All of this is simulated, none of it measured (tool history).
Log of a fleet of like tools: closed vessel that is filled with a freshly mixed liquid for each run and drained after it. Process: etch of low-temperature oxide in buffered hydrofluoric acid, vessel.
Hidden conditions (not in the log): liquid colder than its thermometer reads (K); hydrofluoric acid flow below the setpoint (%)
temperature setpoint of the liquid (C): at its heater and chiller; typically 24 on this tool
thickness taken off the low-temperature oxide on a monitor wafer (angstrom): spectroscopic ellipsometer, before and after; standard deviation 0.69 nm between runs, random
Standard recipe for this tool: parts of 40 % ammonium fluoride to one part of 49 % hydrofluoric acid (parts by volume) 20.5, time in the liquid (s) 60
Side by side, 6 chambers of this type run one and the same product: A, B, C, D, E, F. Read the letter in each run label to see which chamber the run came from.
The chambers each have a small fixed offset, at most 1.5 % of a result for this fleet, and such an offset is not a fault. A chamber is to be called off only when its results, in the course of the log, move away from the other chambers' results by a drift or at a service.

run,hour,temperature setpoint of the liquid (C),parts of 40 % ammonium fluoride to one part of 49 % hydrofluoric acid (parts by volume),time in the liquid (s),hours since the thermometer was replaced,hours since the hydrofluoric acid flow meter was replaced,"read-back film thickness of the low-temperature oxide reference wafer, read on the same gauge (nm)",thickness taken off the low-temperature oxide on a monitor wafer (angstrom)
# hour 9.3: chamber E: hydrofluoric acid flow meter replaced
1B,10.6,24,20.5,60,352.7,58.3,40.011,781.79
2D,20.6,24,20.5,60,153.9,734.4,39.98,797.83
3A,27.2,24,20.5,60,178.6,504.9,39.978,795.21
4E,32.8,24,20.5,60,331.6,23.6,40.009,787.2
5F,38.4,24,20.5,60,414.1,853.6,40.015,786.69
6C,48.3,24,20.5,60,205.1,1174.3,40.003,776.71
7E,57.3,24,20.5,60,356.1,48.1,39.985,776.22
8A,66,24,20.5,60,217.4,543.7,40.001,788.48
9B,72.2,24,20.5,60,414.3,119.9,39.999,793.78
10F,82,24,20.5,60,457.7,897.2,40.019,779.2
11C,91.1,24,20.5,60,247.9,1217.1,39.993,775.53
12D,97.6,24,20.5,60,230.9,811.4,40.008,798.13
13E,110.3,24,20.5,60,409.1,101.1,40.012,793.77
14B,118.5,24,20.5,60,460.6,166.2,39.989,804.03
15C,130.4,24,20.5,60,287.2,1256.4,39.999,782.96
16A,139.7,27,14.5,60,291.1,617.4,39.996,1294.2
# hour 143.4: chamber F: thermometer replaced
17F,150,27,14.5,60,6.7,965.2,39.988,1267.5
18D,158.7,27,14.5,60,292,872.5,39.993,1319.4
19A,164.5,27,14.5,60,315.9,642.2,40.003,1313
20C,171.9,27,14.5,60,328.7,1297.9,40.003,1297.6
21D,182.7,27,14.5,60,316,896.5,39.986,1303.7
22E,188.9,24,20.5,60,487.7,179.7,40.01,787.77
23B,197.7,24,20.5,30,539.8,245.4,40.006,393.2
24F,206.6,24,20.5,30,63.3,1021.8,39.995,389.88
# hour 210.8: chamber C: hydrofluoric acid flow meter replaced
25E,213.2,24,20.5,30,512,204,39.976,390.19
26D,225.7,24,20.5,30,359,939.5,39.986,395.01
27F,234.9,24,20.5,30,91.6,1050.1,39.983,390.76
28A,246.9,24,20.5,30,398.3,724.6,40.012,403.69
29C,257.1,24,20.5,60,413.9,46.3,40.003,796.92
30B,264.3,24,20.5,60,606.4,312,39.986,788.12
31C,273.7,24,20.5,60,430.5,62.9,39.989,786.54
# hour 283.9: chamber D: hydrofluoric acid flow meter replaced
32B,285.7,24,20.5,60,627.8,333.4,40.004,790.87
33A,294.9,24,20.5,60,446.3,772.6,40.015,793.73
34F,307,24,20.5,60,163.7,1122.2,39.993,756.27
35E,314.4,24,20.5,60,613.2,305.2,40.017,786.82
36D,326.7,24,20.5,60,460,42.9,40.013,798.94
37C,333.8,24,20.5,45,490.6,123,40.015,590.77
38A,339.6,24,20.5,45,491,817.3,39.988,586.91
39F,347.5,24,20.5,45,204.2,1162.7,40.009,565.48

All 6 chambers run these settings next. Forecast each chamber's results:
40A,356.6,24,20.5,60,,,,?
40B,356.6,24,20.5,60,,,,?
40C,356.6,24,20.5,60,,,,?
40D,356.6,24,20.5,60,,,,?
40E,356.6,24,20.5,60,,,,?
40F,356.6,24,20.5,60,,,,?

run,thickness taken off the low-temperature oxide on a monitor wafer (angstrom)
40A,786.69
40B,800.72
40C,779.18
40D,798.24
40E,786.01
40F,755.08
